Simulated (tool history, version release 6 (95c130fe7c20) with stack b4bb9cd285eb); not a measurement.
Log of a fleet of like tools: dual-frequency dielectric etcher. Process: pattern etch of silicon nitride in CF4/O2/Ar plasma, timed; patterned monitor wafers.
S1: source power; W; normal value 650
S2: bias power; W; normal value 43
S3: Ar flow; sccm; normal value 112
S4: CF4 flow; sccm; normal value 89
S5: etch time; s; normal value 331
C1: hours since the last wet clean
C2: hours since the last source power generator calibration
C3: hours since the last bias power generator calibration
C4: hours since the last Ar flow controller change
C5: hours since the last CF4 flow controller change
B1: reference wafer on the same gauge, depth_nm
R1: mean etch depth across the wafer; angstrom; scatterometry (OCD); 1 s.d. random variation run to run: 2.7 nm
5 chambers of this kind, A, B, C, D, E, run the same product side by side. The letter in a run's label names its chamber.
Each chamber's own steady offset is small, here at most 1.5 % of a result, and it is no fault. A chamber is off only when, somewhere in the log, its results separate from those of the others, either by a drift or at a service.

run,hour,S1,S2,S3,S4,S5,C1,C2,C3,C4,C5,B1,R1
1E,5.4,650,43,112,89,331,382.9,2439,3294.7,3106.8,1512.4,723.22,7185.1
2D,8.1,650,43,112,89,331,304.1,1403.8,898.9,5086.6,857.2,724.11,7298.3
3A,11.3,650,43,112,89,331,414.6,4029,1135.7,1471.2,1355.4,723.88,7278.1
4C,15,650,43,112,89,331,279.2,385,894.2,2014.4,1841.9,723.99,7356.6
5B,19,650,35,112,101,331,353.8,3222.3,1973.2,3592.8,3462.9,723.94,6913.3
6E,22.5,650,35,112,101,331,400,2456.1,3311.8,3123.9,1529.5,723.7,6859.3
7C,27.6,650,35,112,101,331,291.8,397.6,906.8,2027,1854.5,723.57,6994.7
8B,31.8,650,35,112,101,331,366.6,3235.1,1986,3605.6,3475.7,723.57,6851.8
9D,35.8,650,35,112,101,331,331.8,1431.5,926.6,5114.3,884.9,724.05,6931.4
10A,38.9,650,43,112,89,331,442.2,4056.6,1163.3,1498.8,1383,723.53,7216.5
11C,43.5,550,43,112,89,331,307.7,413.5,922.7,2042.9,1870.4,724.64,6310.3
12E,47.6,550,43,112,89,331,425.1,2481.2,3336.9,3149,1554.6,723.46,6238.6
13B,51.1,550,43,112,89,331,385.9,3254.4,2005.3,3624.9,3495,724.03,6286.6
14D,55.1,550,43,112,89,331,351.1,1450.8,945.9,5133.6,904.2,724.45,6302.5
15A,59.2,550,43,112,89,331,462.5,4076.9,1183.6,1519.1,1403.3,724.67,6215.5
16E,62.1,650,43,112,89,331,439.6,2495.7,3351.4,3163.5,1569.1,724.22,7191.2
17D,66.6,650,43,112,99,331,362.6,1462.3,957.4,5145.1,915.7,723.33,7377.9
18A,70.6,650,43,112,99,331,473.9,4088.3,1195,1530.5,1414.7,723.89,7312.1
# hour 74.8: chamber A: wet clean of the chamber
19B,75.2,650,43,112,99,331,410,3278.5,2029.4,3649,3519.1,723.01,7379
20C,78,650,43,112,99,331,342.2,448,957.2,2077.4,1904.9,723.75,7466.4
21A,82.9,650,43,112,99,331,8.2,4100.6,1207.3,1542.8,1427,723.43,7005.9
22B,86.1,650,43,112,89,331,420.9,3289.4,2040.3,3659.9,3530,723.72,7264.1
23C,91.6,650,43,112,89,331,355.8,461.6,970.8,2091,1918.5,723.4,7350
24E,96.7,650,43,112,89,331,474.2,2530.3,3386,3198.1,1603.7,723.88,7184
25D,101.9,650,43,112,89,331,397.9,1497.6,992.7,5180.4,951,724.17,7282
# hour 102.6: chamber E: wet clean of the chamber
26D,104.7,650,49,112,89,331,400.7,1500.4,995.5,5183.2,953.8,723.93,7634.9
# hour 106.5: chamber D: source power generator calibrated
27C,109.9,650,49,112,89,331,374.1,479.9,989.1,2109.3,1936.8,723.54,7715
28B,115,650,49,112,89,331,449.8,3318.3,2069.2,3688.8,3558.9,723.35,7617.4
29E,117.9,650,49,112,89,331,15.4,2551.5,3407.2,3219.3,1624.9,724.54,7631.6
30A,122.1,650,49,112,89,331,47.4,4139.8,1246.5,1582,1466.2,723.49,7242.6
31B,127.1,650,43,112,89,331,461.9,3330.4,2081.3,3700.9,3571,723.96,7287.3
32C,131.3,650,43,112,89,331,395.5,501.3,1010.5,2130.7,1958.2,724.73,7336.2
33D,134.7,650,43,112,89,331,430.7,28.2,1025.5,5213.2,983.8,722.99,7275.2
34A,139.7,650,43,112,89,331,65,4157.4,1264.1,1599.6,1483.8,723.75,6912.8
35E,143.7,650,33,112,89,331,41.2,2577.3,3433,3245.1,1650.7,723.57,6566.3
36B,149,650,33,112,89,331,483.8,3352.3,2103.2,3722.8,3592.9,723.89,6645.2

Is one chamber out of step, is the gauge drifting, or do the chambers differ by no more than their own small offsets? For an off chamber, give its letter and the likeliest cause.

A service on chamber A put it out of line with the rest.
What lies behind it: etch rate under this chamber's usual, % = 4.6.

Which of the 4 candidates below, each the usual settings with something changed and its results left as question marks, puts chamber A back in line with what the other chambers give on the usual settings?
Allowed miss from the other chambers' usual-settings mean, per result, to count as in line: R1 96 angstrom
37A-1,153,690,43,111,90,331,,,,,,,?
37A-2,153,650,43,112,106,331,,,,,,,?
37A-3,153,640,43,112,89,318.5,,,,,,,?
37A-4,153,650,43,123,81,331,,,,,,,?

The mean the other chambers reach with the usual settings: R1 7277.8 angstrom
run,R1
37A-1,7310
37A-2,7090.4
37A-3,6566.7
37A-4,6724.7
The answer is 37A-1, which returns the chamber to within the allowed miss of the others.

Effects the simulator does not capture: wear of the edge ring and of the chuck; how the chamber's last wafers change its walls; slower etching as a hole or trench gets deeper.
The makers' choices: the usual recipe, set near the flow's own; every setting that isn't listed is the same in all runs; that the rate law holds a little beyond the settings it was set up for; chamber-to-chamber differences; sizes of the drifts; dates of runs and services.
